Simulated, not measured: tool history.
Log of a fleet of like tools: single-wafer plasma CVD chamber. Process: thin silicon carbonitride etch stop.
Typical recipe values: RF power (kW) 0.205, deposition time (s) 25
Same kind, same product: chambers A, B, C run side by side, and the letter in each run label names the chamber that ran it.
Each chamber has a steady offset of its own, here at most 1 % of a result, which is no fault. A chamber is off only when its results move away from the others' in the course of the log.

| run | hour | RF power (kW) | deposition time (s) | read-back reference wafer on the same gauge, thickness_nm | mean film thickness on the monitor wafer (Å) |
|---|---|---|---|---|---|
| 1A | 13.2 | 0.205 | 25 | 16.691 | 144.07 |
| 2C | 24.2 | 0.205 | 25 | 16.693 | 141.55 |
| 3B | 36.3 | 0.205 | 25 | 16.707 | 142.78 |
| 4A | 51.4 | 0.205 | 25 | 16.715 | 143.81 |
| 5B | 68 | 0.205 | 25 | 16.678 | 142.06 |
| 6C | 78 | 0.205 | 25 | 16.716 | 141.58 |
| 7A | 86.5 | 0.205 | 22.2 | 16.682 | 127.02 |
| 8C | 96 | 0.205 | 22.2 | 16.692 | 126.43 |
| 9B | 105.7 | 0.205 | 22.2 | 16.691 | 125.78 |
| 10A | 118.9 | 0.205 | 25 | 16.71 | 144.66 |
| 11B | 127.4 | 0.205 | 25 | 16.697 | 143.54 |
| 12C | 138.4 | 0.205 | 25 | 16.685 | 142.02 |
| 13B | 149.5 | 0.205 | 25 | 16.693 | 142.39 |
|  | 150.5 | chamber A: thermocouple changed; heater temperature recalibrated |
| 14C | 157.6 | 0.205 | 25 | 16.715 | 142.85 |
| 15A | 172.7 | 0.205 | 25 | 16.705 | 144.2 |
| 16A | 185.6 | 0.205 | 25 | 16.717 | 145.42 |
| 17C | 193.5 | 0.205 | 25 | 16.723 | 142.25 |
| 18B | 209.1 | 0.205 | 25 | 16.692 | 142.91 |
| 19A | 223.1 | 0.18 | 29.4 | 16.699 | 162.69 |
| 20C | 236 | 0.18 | 29.4 | 16.72 | 160.78 |
| 21B | 243.3 | 0.18 | 29.4 | 16.689 | 160.15 |
| 22A | 250.8 | 0.205 | 25 | 16.702 | 144.14 |
| 23B | 267.3 | 0.205 | 25 | 16.693 | 142.49 |
| 24C | 276.3 | 0.205 | 25 | 16.695 | 142.11 |
| 25A | 286.5 | 0.205 | 25 | 16.699 | 143.29 |
|  | 290.7 | chamber A: RF generator calibrated |
| 26B | 301.7 | 0.18 | 21.7 | 16.685 | 119.18 |
| 27C | 312.3 | 0.18 | 21.7 | 16.711 | 118.72 |
| 28B | 327 | 0.18 | 21.7 | 16.703 | 119.67 |
| 29A | 340.6 | 0.205 | 25 | 16.693 | 145.17 |
| 30C | 356.6 | 0.22 | 25 | 16.693 | 144.38 |
| 31A | 369.6 | 0.22 | 25 | 16.704 | 147.94 |
| 32B | 383.5 | 0.22 | 25 | 16.713 | 146.54 |
| 33C | 395.5 | 0.205 | 25 | 16.715 | 141.96 |
| 34C | 410.9 | 0.205 | 25 | 16.692 | 141.36 |
| 35B | 426.1 | 0.205 | 25 | 16.716 | 142.33 |
| 36A | 441.7 | 0.205 | 25 | 16.709 | 145.21 |
| 37A | 451.4 | 0.22 | 26.6 | 16.69 | 157.46 |

One chamber off, gauge drift, or nothing amiss beyond the chambers' own small offsets? If it is a chamber, which one, and what is the likeliest cause?

No chamber stands off beyond its own small offset, and the gauge holds steady.
